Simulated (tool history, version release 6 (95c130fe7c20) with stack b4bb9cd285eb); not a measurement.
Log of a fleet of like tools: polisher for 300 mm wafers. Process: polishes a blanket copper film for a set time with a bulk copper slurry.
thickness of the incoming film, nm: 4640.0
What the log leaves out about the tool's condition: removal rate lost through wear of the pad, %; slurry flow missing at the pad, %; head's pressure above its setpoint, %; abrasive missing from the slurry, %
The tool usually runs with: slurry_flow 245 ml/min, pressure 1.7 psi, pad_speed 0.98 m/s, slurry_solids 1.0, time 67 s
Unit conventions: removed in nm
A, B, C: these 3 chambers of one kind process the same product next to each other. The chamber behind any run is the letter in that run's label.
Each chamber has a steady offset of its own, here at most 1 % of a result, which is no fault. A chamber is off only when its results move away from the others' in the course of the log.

run	hour	slurry_flow	pressure	pad_speed	slurry_solids	time	wafers polished on this pad	hours since the slurry nozzle was cleaned	hours since the head pressure was calibrated	hours since the slurry blender was calibrated	removed
1B	3.3	245	1.7	0.98	1.0	67	200	409.3	112.4	24.6	290.67
2C	6.9	245	1.7	0.98	1.0	67	395	259.4	232.6	376.2	296.68
3A	10.6	245	1.7	0.98	1.0	67	590	335.3	119.5	250.3	292.90
4C	13.1	245	1.7	0.98	1.0	67	487	265.6	238.8	382.4	297.35
5B	16.1	245	1.7	0.98	1.0	67	390	422.1	125.2	37.4	286.28
# hour 16.5: chamber A: slurry nozzle cleaned
6A	18.9	245	1.7	0.98	1.0	67	713	2.4	127.8	258.6	298.68
7A	23.4	245	1.7	0.98	1.0	67	780	6.9	132.3	263.1	294.75
8B	26.8	245	1.7	0.98	1.0	67	549	432.8	135.9	48.1	290.34
9C	30.4	245	1.7	0.98	1.0	67	744	282.9	256.1	399.7	301.53
10A	35.2	245	1.7	0.98	1.0	67	956	18.7	144.1	274.9	303.99
11C	38.2	245	1.7	0.98	1.0	67	861	290.7	263.9	407.5	306.41
12B	41.0	245	1.7	0.98	1.0	67	761	447.0	150.1	62.3	295.37
13B	45.7	245	1.7	0.98	1.0	67	831	451.7	154.8	67.0	287.01
14C	48.9	175	1.7	0.98	1.0	67	1020	301.4	274.6	418.2	286.96
# hour 49.3: chamber A: worn pad replaced by a new one
15A	52.0	175	1.7	0.98	1.0	67	41	35.5	160.9	291.7	288.78
16A	54.8	175	1.7	0.98	1.0	67	82	38.3	163.7	294.5	285.10
17C	59.3	245	1.9	0.98	1.0	67	1175	311.8	285.0	428.6	325.42
# hour 59.5: chamber A: slurry blender recalibrated
# hour 60.2: chamber C: slurry blender recalibrated
# hour 62.5: chamber C: head pressure recalibrated
18B	62.6	245	1.9	0.98	1.0	67	1082	468.6	171.7	83.9	331.88
19C	65.7	245	1.9	0.98	1.0	67	1270	318.2	3.3	5.6	326.37
20A	68.3	245	1.7	0.98	1.0	67	283	51.8	177.2	8.9	294.11
21B	70.9	245	1.7	0.98	1.0	67	1206	476.9	180.0	92.2	290.00
# hour 75.0: chamber B: slurry nozzle cleaned
22B	75.3	245	1.7	0.98	1.0	67	1271	0.4	184.4	96.6	294.69
23C	80.1	245	1.7	0.98	1.0	67	1484	332.6	17.7	20.0	289.66
24A	83.5	245	1.7	0.98	1.0	67	510	67.0	192.4	24.1	301.08
# hour 87.7: chamber B: worn pad replaced by a new one
25A	87.8	245	1.3	0.98	0.8	67	574	71.3	196.7	28.4	218.36
26C	91.6	245	1.3	0.98	0.8	67	1655	344.1	29.2	31.5	203.92
27B	95.5	245	1.3	0.98	0.8	67	116	20.6	204.6	116.8	214.97
28A	98.0	245	1.7	0.98	1.0	57	725	81.5	206.9	38.6	259.26
29B	101.1	245	1.7	0.98	1.0	57	200	26.2	210.2	122.4	250.69
30C	104.6	245	1.7	0.98	1.0	57	1849	357.1	42.2	44.5	231.97
31B	107.5	245	1.7	0.98	1.0	67	295	32.6	216.6	128.8	294.38
32A	111.5	245	1.7	0.98	1.0	67	926	95.0	220.4	52.1	295.56
33C	116.3	245	1.7	0.98	1.0	88	2023	368.8	53.9	56.2	353.18
34A	120.4	245	1.7	0.98	1.0	88	1059	103.9	229.3	61.0	390.31
35C	125.0	245	1.7	0.98	1.0	88	2153	377.5	62.6	64.9	352.49
36B	129.5	245	1.7	0.98	1.0	67	622	54.6	238.6	150.8	298.85
37B	133.7	315	1.7	0.98	1.0	67	685	58.8	242.8	155.0	309.60

All 3 chambers run these settings next. Forecast each chamber's results:
38A	137.2	245	1.7	0.98	1.0	67					?
38B	137.2	245	1.7	0.98	1.0	67					?
38C	137.2	245	1.7	0.98	1.0	67					?

run	removed
38A	295.91
38B	298.48
38C	264.86
